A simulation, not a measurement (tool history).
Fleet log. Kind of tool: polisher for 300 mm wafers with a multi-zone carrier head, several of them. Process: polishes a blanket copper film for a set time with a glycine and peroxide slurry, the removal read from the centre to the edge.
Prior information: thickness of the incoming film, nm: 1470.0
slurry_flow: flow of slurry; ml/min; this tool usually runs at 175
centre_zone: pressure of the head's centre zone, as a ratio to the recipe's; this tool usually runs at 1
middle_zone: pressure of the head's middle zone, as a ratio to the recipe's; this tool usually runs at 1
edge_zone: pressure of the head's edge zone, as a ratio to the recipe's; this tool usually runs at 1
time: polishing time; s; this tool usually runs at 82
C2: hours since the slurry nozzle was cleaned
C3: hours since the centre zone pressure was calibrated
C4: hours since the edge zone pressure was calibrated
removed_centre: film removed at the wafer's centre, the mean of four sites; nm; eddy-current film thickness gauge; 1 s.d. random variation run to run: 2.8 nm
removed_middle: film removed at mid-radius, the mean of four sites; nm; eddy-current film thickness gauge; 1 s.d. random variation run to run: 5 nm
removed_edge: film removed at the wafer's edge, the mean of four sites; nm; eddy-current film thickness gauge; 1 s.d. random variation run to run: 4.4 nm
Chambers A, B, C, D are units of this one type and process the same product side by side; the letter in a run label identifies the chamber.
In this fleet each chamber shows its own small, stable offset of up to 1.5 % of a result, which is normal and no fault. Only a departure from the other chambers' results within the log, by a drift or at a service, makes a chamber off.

{"run": "1B", "hour": 6.2, "slurry_flow": 175, "centre_zone": 1, "middle_zone": 1, "edge_zone": 1, "time": 82, "wafers polished on this pad": 171, "C2": 86.8, "C3": 1032.2, "C4": 527.9, "removed_centre": 456.7, "removed_middle": 458.84, "removed_edge": 456.81}
{"run": "2D", "hour": 12.6, "slurry_flow": 175, "centre_zone": 1, "middle_zone": 1, "edge_zone": 1, "time": 82, "wafers polished on this pad": 383, "C2": 268, "C3": 85.5, "C4": 20, "removed_centre": 450.54, "removed_middle": 452.13, "removed_edge": 452.18}
{"run": "3A", "hour": 20.4, "slurry_flow": 175, "centre_zone": 1, "middle_zone": 1, "edge_zone": 1, "time": 82, "wafers polished on this pad": 518, "C2": 554.8, "C3": 256.2, "C4": 1056, "removed_centre": 449.53, "removed_middle": 446.01, "removed_edge": 442.96}
{"run": "4C", "hour": 26.5, "slurry_flow": 175, "centre_zone": 1, "middle_zone": 1, "edge_zone": 1, "time": 82, "wafers polished on this pad": 1047, "C2": 56.2, "C3": 452.2, "C4": 123.5, "removed_centre": 445.32, "removed_middle": 453.94, "removed_edge": 452.29}
{"run": "5D", "hour": 34.2, "slurry_flow": 140, "centre_zone": 1, "middle_zone": 1, "edge_zone": 1, "time": 82, "wafers polished on this pad": 533, "C2": 289.6, "C3": 107.1, "C4": 41.6, "removed_centre": 426.74, "removed_middle": 426.27, "removed_edge": 438.18}
{"hour": 38.4, "done": "chamber B: edge zone pressure recalibrated"}
{"run": "6B", "hour": 41.2, "slurry_flow": 140, "centre_zone": 1, "middle_zone": 1, "edge_zone": 1, "time": 82, "wafers polished on this pad": 414, "C2": 121.8, "C3": 1067.2, "C4": 2.8, "removed_centre": 432.56, "removed_middle": 434.99, "removed_edge": 437.87}
{"run": "7A", "hour": 47.4, "slurry_flow": 140, "centre_zone": 1, "middle_zone": 1, "edge_zone": 1, "time": 82, "wafers polished on this pad": 706, "C2": 581.8, "C3": 283.2, "C4": 1083, "removed_centre": 432.45, "removed_middle": 425.09, "removed_edge": 437.79}
{"run": "8C", "hour": 56.5, "slurry_flow": 140, "centre_zone": 1, "middle_zone": 1, "edge_zone": 1, "time": 82, "wafers polished on this pad": 1255, "C2": 86.2, "C3": 482.2, "C4": 153.5, "removed_centre": 434.93, "removed_middle": 434.01, "removed_edge": 431.4}
{"hour": 59.7, "done": "chamber D: slurry nozzle cleaned"}
{"hour": 63.2, "done": "chamber C: worn pad replaced by a new one"}
{"hour": 65.6, "done": "chamber B: worn pad replaced by a new one"}
{"hour": 68.6, "done": "chamber A: worn pad replaced by a new one"}
{"run": "9A", "hour": 69.3, "slurry_flow": 175, "centre_zone": 1, "middle_zone": 1, "edge_zone": 1, "time": 82, "wafers polished on this pad": 5, "C2": 603.7, "C3": 305.1, "C4": 1104.9, "removed_centre": 455.88, "removed_middle": 445.79, "removed_edge": 442.95}
{"run": "10C", "hour": 78.7, "slurry_flow": 175, "centre_zone": 1, "middle_zone": 1, "edge_zone": 1, "time": 82, "wafers polished on this pad": 108, "C2": 108.4, "C3": 504.4, "C4": 175.7, "removed_centre": 446.63, "removed_middle": 454.28, "removed_edge": 453.52}
{"run": "11B", "hour": 87.6, "slurry_flow": 175, "centre_zone": 1, "middle_zone": 1, "edge_zone": 1, "time": 82, "wafers polished on this pad": 153, "C2": 168.2, "C3": 1113.6, "C4": 49.2, "removed_centre": 450.82, "removed_middle": 447.32, "removed_edge": 450.92}
{"run": "12D", "hour": 94.3, "slurry_flow": 175, "centre_zone": 1, "middle_zone": 1, "edge_zone": 1, "time": 60, "wafers polished on this pad": 951, "C2": 34.7, "C3": 167.2, "C4": 101.7, "removed_centre": 327.75, "removed_middle": 326.86, "removed_edge": 323.49}
{"run": "13D", "hour": 100.5, "slurry_flow": 175, "centre_zone": 1, "middle_zone": 1, "edge_zone": 1, "time": 60, "wafers polished on this pad": 994, "C2": 40.9, "C3": 173.4, "C4": 107.9, "removed_centre": 329.66, "removed_middle": 327.38, "removed_edge": 327.74}
{"hour": 105.5, "done": "chamber B: slurry nozzle cleaned"}
{"run": "14C", "hour": 110.2, "slurry_flow": 175, "centre_zone": 1, "middle_zone": 1, "edge_zone": 1, "time": 60, "wafers polished on this pad": 327, "C2": 139.9, "C3": 535.9, "C4": 207.2, "removed_centre": 325.61, "removed_middle": 332.67, "removed_edge": 326.55}
{"run": "15B", "hour": 123.1, "slurry_flow": 175, "centre_zone": 1, "middle_zone": 1, "edge_zone": 1, "time": 60, "wafers polished on this pad": 400, "C2": 17.7, "C3": 1149.1, "C4": 84.7, "removed_centre": 329.81, "removed_middle": 332.48, "removed_edge": 328.94}
{"run": "16A", "hour": 129.1, "slurry_flow": 175, "centre_zone": 1, "middle_zone": 1, "edge_zone": 1, "time": 82, "wafers polished on this pad": 421, "C2": 663.5, "C3": 364.9, "C4": 1164.7, "removed_centre": 452.54, "removed_middle": 443.45, "removed_edge": 439.42}
{"hour": 131.3, "done": "chamber D: worn pad replaced by a new one"}
{"run": "17B", "hour": 136.2, "slurry_flow": 175, "centre_zone": 1, "middle_zone": 1, "edge_zone": 1, "time": 82, "wafers polished on this pad": 491, "C2": 30.8, "C3": 1162.2, "C4": 97.8, "removed_centre": 453.12, "removed_middle": 452.64, "removed_edge": 453.4}
{"run": "18C", "hour": 149.5, "slurry_flow": 175, "centre_zone": 1, "middle_zone": 1, "edge_zone": 1, "time": 82, "wafers polished on this pad": 600, "C2": 179.2, "C3": 575.2, "C4": 246.5, "removed_centre": 449.54, "removed_middle": 453.07, "removed_edge": 448.39}
{"run": "19A", "hour": 161.6, "slurry_flow": 175, "centre_zone": 1, "middle_zone": 1, "edge_zone": 1, "time": 82, "wafers polished on this pad": 647, "C2": 696, "C3": 397.4, "C4": 1197.2, "removed_centre": 444.26, "removed_middle": 443.88, "removed_edge": 442.81}
{"hour": 172.0, "done": "chamber C: centre zone pressure recalibrated"}
{"run": "20D", "hour": 173.5, "slurry_flow": 175, "centre_zone": 1, "middle_zone": 0.96, "edge_zone": 1, "time": 82, "wafers polished on this pad": 293, "C2": 113.9, "C3": 246.4, "C4": 180.9, "removed_centre": 450.05, "removed_middle": 422.12, "removed_edge": 440.22}
{"hour": 174.8, "done": "chamber B: worn pad replaced by a new one"}
{"hour": 178.2, "done": "chamber B: centre zone pressure recalibrated"}
{"run": "21D", "hour": 183.4, "slurry_flow": 175, "centre_zone": 1, "middle_zone": 0.96, "edge_zone": 1, "time": 82, "wafers polished on this pad": 362, "C2": 123.8, "C3": 256.3, "C4": 190.8, "removed_centre": 447.62, "removed_middle": 439.23, "removed_edge": 447.01}
{"hour": 189.4, "done": "chamber A: slurry nozzle cleaned"}
{"run": "22A", "hour": 196.6, "slurry_flow": 175, "centre_zone": 1, "middle_zone": 0.96, "edge_zone": 1, "time": 82, "wafers polished on this pad": 890, "C2": 7.2, "C3": 432.4, "C4": 1232.2, "removed_centre": 454.07, "removed_middle": 433.72, "removed_edge": 443.3}
{"hour": 200.4, "done": "chamber A: worn pad replaced by a new one"}
{"run": "23B", "hour": 206.7, "slurry_flow": 175, "centre_zone": 1, "middle_zone": 0.96, "edge_zone": 1, "time": 82, "wafers polished on this pad": 222, "C2": 101.3, "C3": 28.6, "C4": 168.3, "removed_centre": 451.3, "removed_middle": 436.62, "removed_edge": 455.24}
{"run": "24C", "hour": 216.3, "slurry_flow": 175, "centre_zone": 1, "middle_zone": 1, "edge_zone": 1, "time": 82, "wafers polished on this pad": 1065, "C2": 246, "C3": 44.4, "C4": 313.3, "removed_centre": 421.45, "removed_middle": 445.65, "removed_edge": 459.17}
{"run": "25D", "hour": 226.0, "slurry_flow": 175, "centre_zone": 1, "middle_zone": 1, "edge_zone": 1, "time": 82, "wafers polished on this pad": 658, "C2": 166.4, "C3": 298.9, "C4": 233.4, "removed_centre": 444.33, "removed_middle": 447.04, "removed_edge": 448.49}
{"run": "26C", "hour": 231.9, "slurry_flow": 225, "centre_zone": 1, "middle_zone": 1, "edge_zone": 1, "time": 82, "wafers polished on this pad": 1173, "C2": 261.6, "C3": 60, "C4": 328.9, "removed_centre": 440.09, "removed_middle": 468.26, "removed_edge": 451.01}
{"run": "27A", "hour": 239.5, "slurry_flow": 225, "centre_zone": 1, "middle_zone": 1, "edge_zone": 1, "time": 82, "wafers polished on this pad": 272, "C2": 50.1, "C3": 475.3, "C4": 1275.1, "removed_centre": 471.59, "removed_middle": 469.48, "removed_edge": 456.59}
{"hour": 248.0, "done": "chamber C: worn pad replaced by a new one"}
{"run": "28B", "hour": 250.6, "slurry_flow": 225, "centre_zone": 1, "middle_zone": 1, "edge_zone": 1, "time": 82, "wafers polished on this pad": 527, "C2": 145.2, "C3": 72.5, "C4": 212.2, "removed_centre": 473.83, "removed_middle": 460.23, "removed_edge": 468.71}
{"run": "29A", "hour": 263.1, "slurry_flow": 225, "centre_zone": 1, "middle_zone": 1, "edge_zone": 1, "time": 82, "wafers polished on this pad": 436, "C2": 73.7, "C3": 498.9, "C4": 1298.7, "removed_centre": 472.92, "removed_middle": 465.26, "removed_edge": 463.98}
{"run": "30C", "hour": 269.9, "slurry_flow": 175, "centre_zone": 1, "middle_zone": 1, "edge_zone": 1, "time": 82, "wafers polished on this pad": 152, "C2": 299.6, "C3": 98, "C4": 366.9, "removed_centre": 424.22, "removed_middle": 455.48, "removed_edge": 442.31}
{"hour": 278.4, "done": "chamber B: worn pad replaced by a new one"}
{"run": "31B", "hour": 279.4, "slurry_flow": 175, "centre_zone": 1, "middle_zone": 1, "edge_zone": 1, "time": 82, "wafers polished on this pad": 7, "C2": 174, "C3": 101.3, "C4": 241, "removed_centre": 453.93, "removed_middle": 440.97, "removed_edge": 453.17}
{"run": "32D", "hour": 286.8, "slurry_flow": 175, "centre_zone": 1, "middle_zone": 1, "edge_zone": 1, "time": 82, "wafers polished on this pad": 1081, "C2": 227.2, "C3": 359.7, "C4": 294.2, "removed_centre": 448.67, "removed_middle": 444.23, "removed_edge": 448.08}
{"run": "33A", "hour": 296.5, "slurry_flow": 175, "centre_zone": 1, "middle_zone": 1, "edge_zone": 1, "time": 82, "wafers polished on this pad": 669, "C2": 107.1, "C3": 532.3, "C4": 1332.1, "removed_centre": 448.66, "removed_middle": 446.29, "removed_edge": 447.75}
{"run": "34C", "hour": 309.0, "slurry_flow": 175, "centre_zone": 1, "middle_zone": 1, "edge_zone": 1, "time": 82, "wafers polished on this pad": 424, "C2": 338.7, "C3": 137.1, "C4": 406, "removed_centre": 424.33, "removed_middle": 454.76, "removed_edge": 443.44}
{"run": "35B", "hour": 315.9, "slurry_flow": 175, "centre_zone": 1, "middle_zone": 1, "edge_zone": 1, "time": 82, "wafers polished on this pad": 261, "C2": 210.5, "C3": 137.8, "C4": 277.5, "removed_centre": 451.19, "removed_middle": 450.73, "removed_edge": 450.59}
{"run": "36D", "hour": 321.8, "slurry_flow": 130, "centre_zone": 1, "middle_zone": 1, "edge_zone": 1, "time": 63, "wafers polished on this pad": 1325, "C2": 262.2, "C3": 394.7, "C4": 329.2, "removed_centre": 323.9, "removed_middle": 324.29, "removed_edge": 330.42}
{"run": "37D", "hour": 330.9, "slurry_flow": 130, "centre_zone": 1, "middle_zone": 1, "edge_zone": 1, "time": 63, "wafers polished on this pad": 1388, "C2": 271.3, "C3": 403.8, "C4": 338.3, "removed_centre": 328.03, "removed_middle": 329.76, "removed_edge": 329.01}

Read the log: is a single chamber off, either drifting away or since a service, is the gauge that measures every chamber drifting, or is nothing wrong beyond small per-chamber offsets? Name any odd chamber and what most likely caused it.

A service left chamber C off against the others.
What lies behind it: centre zone's pressure below its setpoint, % = 5.16.

Here are 4 candidates for chamber C's next run, each the usual settings with a change, their results left as question marks. Which one brings its results back in line with what the others give on the usual settings?
To be in line, a result may differ from the other chambers' mean on the usual settings by at most: removed_centre 9.7 nm; removed_middle 17 nm; removed_edge 15 nm
{"run": "38C-1", "hour": 340.6, "slurry_flow": 170, "centre_zone": 0.95, "middle_zone": 1.02, "edge_zone": 1.01, "time": 82, "removed_centre": "?", "removed_middle": "?", "removed_edge": "?"}
{"run": "38C-2", "hour": 340.6, "slurry_flow": 175, "centre_zone": 0.98, "middle_zone": 1.01, "edge_zone": 1, "time": 82, "removed_centre": "?", "removed_middle": "?", "removed_edge": "?"}
{"run": "38C-3", "hour": 340.6, "slurry_flow": 180, "centre_zone": 1.05, "middle_zone": 0.98, "edge_zone": 0.99, "time": 82, "removed_centre": "?", "removed_middle": "?", "removed_edge": "?"}
{"run": "38C-4", "hour": 340.6, "slurry_flow": 175, "centre_zone": 1.02, "middle_zone": 0.99, "edge_zone": 1, "time": 82, "removed_centre": "?", "removed_middle": "?", "removed_edge": "?"}

On the usual settings, the other chambers give on average: removed_centre 451.25 nm; removed_middle 449.38 nm; removed_edge 448.61 nm
run=38C-1 removed_centre=399.24 removed_middle=460.94 removed_edge=450.31
run=38C-2 removed_centre=415.24 removed_middle=458.97 removed_edge=449.62
run=38C-3 removed_centre=449.75 removed_middle=448.42 removed_edge=448.97
run=38C-4 removed_centre=433.63 removed_middle=450.59 removed_edge=449.75
38C-3 is the one that brings the chamber's results back in line with the other chambers.
